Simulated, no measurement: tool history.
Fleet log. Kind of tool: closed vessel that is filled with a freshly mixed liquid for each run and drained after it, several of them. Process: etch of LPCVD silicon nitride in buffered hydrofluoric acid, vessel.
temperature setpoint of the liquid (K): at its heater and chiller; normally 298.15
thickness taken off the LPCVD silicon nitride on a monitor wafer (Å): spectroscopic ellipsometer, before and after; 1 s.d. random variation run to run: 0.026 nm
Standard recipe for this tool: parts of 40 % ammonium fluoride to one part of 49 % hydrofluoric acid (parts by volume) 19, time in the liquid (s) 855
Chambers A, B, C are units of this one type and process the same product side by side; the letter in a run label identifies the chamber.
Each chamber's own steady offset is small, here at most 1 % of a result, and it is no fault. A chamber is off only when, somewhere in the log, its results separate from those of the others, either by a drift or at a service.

run,hour,temperature setpoint of the liquid (K),parts of 40 % ammonium fluoride to one part of 49 % hydrofluoric acid (parts by volume),time in the liquid (s),hours since the thermometer was replaced,hours since the hydrofluoric acid flow meter was replaced,"read-back film thickness of the LPCVD silicon nitride reference wafer, read on the same gauge (nm)",thickness taken off the LPCVD silicon nitride on a monitor wafer (Å)
1A,7.9,298.15,19,855,1194.9,145.8,49.998,59.615
2C,22.4,298.15,19,855,367.3,1641.4,50.008,60.184
3B,32.4,298.15,19,855,506.4,280.8,50.011,59.827
4B,40.9,298.15,19,855,514.9,289.3,49.992,59.364
5C,52.8,298.15,19,855,397.7,1671.8,50.008,60.129
6A,66.4,298.15,19,855,1253.4,204.3,50.002,59.283
7A,80.2,298.15,19,855,1267.2,218.1,49.995,59.206
8B,87.1,298.15,19,855,561.1,335.5,50.024,59.591
9C,98.2,298.15,19,500,443.1,1717.2,50.018,34.910
10C,104.8,298.15,19,500,449.7,1723.8,49.999,34.908
11B,117.2,298.15,19,500,591.2,365.6,50.010,34.791
12A,132.1,298.15,19,855,1319.1,270.0,49.985,59.410
13A,143.3,300.15,19,855,1330.3,281.2,49.984,66.356
# hour 147.7: chamber A: thermometer replaced
14B,152.0,300.15,19,855,626.0,400.4,50.002,66.191
15C,165.9,300.15,19,855,510.8,1784.9,50.015,65.966
16A,180.1,298.15,19,855,32.5,318.0,50.002,59.765
17C,189.9,298.15,19,855,534.8,1808.9,49.991,59.408
18B,200.0,298.15,19,855,674.0,448.4,50.022,59.868
19C,207.4,298.15,19,855,552.3,1826.4,50.009,59.207
20B,221.7,298.15,19,855,695.7,470.1,50.005,59.479
21A,235.6,298.15,19,855,88.0,373.5,50.006,59.374
22C,245.1,302.65,19,855,590.0,1864.1,50.008,75.554
23B,253.2,302.65,19,855,727.2,501.6,50.011,76.141
24A,260.8,302.65,19,855,113.2,398.7,49.992,75.842
25A,272.1,298.15,19,855,124.5,410.0,50.006,59.652
26C,279.2,298.15,19,855,624.1,1898.2,50.003,59.103
27B,291.3,298.15,19,855,765.3,539.7,50.005,59.837
28A,301.0,298.15,19,855,153.4,438.9,49.983,59.655
29B,314.1,298.15,19,855,788.1,562.5,50.013,59.863
30C,326.0,298.15,19,855,670.9,1945.0,49.992,58.874
31C,339.0,298.15,19,855,683.9,1958.0,50.002,58.454
32B,351.7,298.15,19,855,825.7,600.1,49.999,59.915
33A,363.8,298.15,19,855,216.2,501.7,49.990,59.195
34A,370.5,298.15,19,855,222.9,508.4,49.995,59.668
35B,383.5,298.15,19,855,857.5,631.9,50.011,59.315
36C,393.7,298.15,19,855,738.6,2012.7,50.036,58.631
37C,404.2,298.15,19,855,749.1,2023.2,49.999,58.364
38A,417.5,298.15,19,855,269.9,555.4,49.995,59.543
39B,426.4,298.15,19,855,900.4,674.8,49.989,59.830
40C,433.8,298.15,19,640,778.7,2052.8,50.005,43.726
41B,443.4,298.15,19,640,917.4,691.8,50.012,44.292

All 3 chambers run these settings next. Forecast each chamber's results:
42A,454.2,295.65,19,855,,,,?
42B,454.2,295.65,19,855,,,,?
42C,454.2,295.65,19,855,,,,?

run,thickness taken off the LPCVD silicon nitride on a monitor wafer (Å)
42A,52.071
42B,52.116
42C,50.649

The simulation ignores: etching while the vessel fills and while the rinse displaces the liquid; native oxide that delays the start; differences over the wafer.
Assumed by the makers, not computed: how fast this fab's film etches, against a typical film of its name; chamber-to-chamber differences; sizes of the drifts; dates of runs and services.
